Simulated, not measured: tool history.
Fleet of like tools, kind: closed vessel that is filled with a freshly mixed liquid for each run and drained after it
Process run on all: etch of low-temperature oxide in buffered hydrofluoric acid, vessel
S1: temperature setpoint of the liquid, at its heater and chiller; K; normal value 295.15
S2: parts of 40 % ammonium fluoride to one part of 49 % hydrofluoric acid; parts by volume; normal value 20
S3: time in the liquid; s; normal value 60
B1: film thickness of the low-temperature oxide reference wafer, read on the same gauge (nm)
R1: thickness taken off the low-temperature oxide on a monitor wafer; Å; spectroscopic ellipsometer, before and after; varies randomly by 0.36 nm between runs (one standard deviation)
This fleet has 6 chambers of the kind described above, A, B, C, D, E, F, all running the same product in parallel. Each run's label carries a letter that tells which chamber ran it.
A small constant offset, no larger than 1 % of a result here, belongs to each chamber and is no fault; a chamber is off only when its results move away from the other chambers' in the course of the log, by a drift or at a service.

run	hour	S1	S2	S3	B1	R1
1D	2.7	295.15	20	60	150.03	980.44
2E	6.6	295.15	20	60	150.00	994.22
3B	10.8	295.15	20	60	149.99	980.71
4C	14.6	295.15	20	60	150.02	991.78
5A	18.7	295.15	20	60	150.02	967.82
6F	23.8	295.15	20	60	150.01	989.69
7B	28.6	295.15	20	60	150.03	982.89
8C	33.2	295.15	20	60	150.00	986.49
# hour 35.6: chamber E: thermometer replaced
9A	36.6	292.65	23	60	149.97	768.76
10F	41.3	292.65	23	60	150.01	782.04
11E	44.7	292.65	23	60	149.99	786.15
12D	49.7	292.65	23	60	149.99	775.97
13D	53.3	292.65	23	60	150.02	773.71
14A	57.5	292.65	23	60	149.96	773.61
15B	61.4	295.15	20	60	149.99	982.54
16E	65.5	295.15	20	60	150.00	986.84
17C	69.3	295.15	20	60	149.99	986.33
18F	72.0	295.15	20	60	150.02	990.20
19E	77.0	295.15	20	60	149.99	982.50
20D	82.1	295.15	20	60	150.01	979.01
21A	86.4	292.65	20	45	150.02	637.96
22C	88.9	292.65	20	45	150.05	646.51
23B	92.6	292.65	20	45	149.99	643.97
24F	97.4	292.65	20	45	150.02	643.06
25C	100.7	292.65	20	45	149.99	646.16
26A	103.9	292.65	20	45	149.98	635.78
27B	107.4	295.15	20	60	149.99	985.03
28E	112.6	295.15	20	60	149.99	989.37
29F	115.9	295.15	20	60	149.99	994.44
30D	119.6	295.15	20	60	149.98	987.50
31F	123.9	295.15	20	60	150.00	994.39
32D	127.4	295.15	20	60	149.99	982.55
33A	131.6	295.15	20	60	149.98	971.62
34E	136.2	295.15	20	60	149.98	990.58
35C	140.3	295.15	20	60	149.99	987.80
36B	143.8	295.15	20	60	150.02	980.68
37A	149.4	295.15	20	60	150.01	971.95
38C	152.4	295.15	20	60	150.00	992.90

All chambers now run identical settings, listed one chamber a line with results as question marks. What results will each chamber show?
39A	156.4	295.15	17	60		?
39B	156.4	295.15	17	60		?
39C	156.4	295.15	17	60		?
39D	156.4	295.15	17	60		?
39E	156.4	295.15	17	60		?
39F	156.4	295.15	17	60		?

run	R1
39A	1145.60
39B	1168.80
39C	1154.00
39D	1150.30
39E	1160.60
39F	1163.70
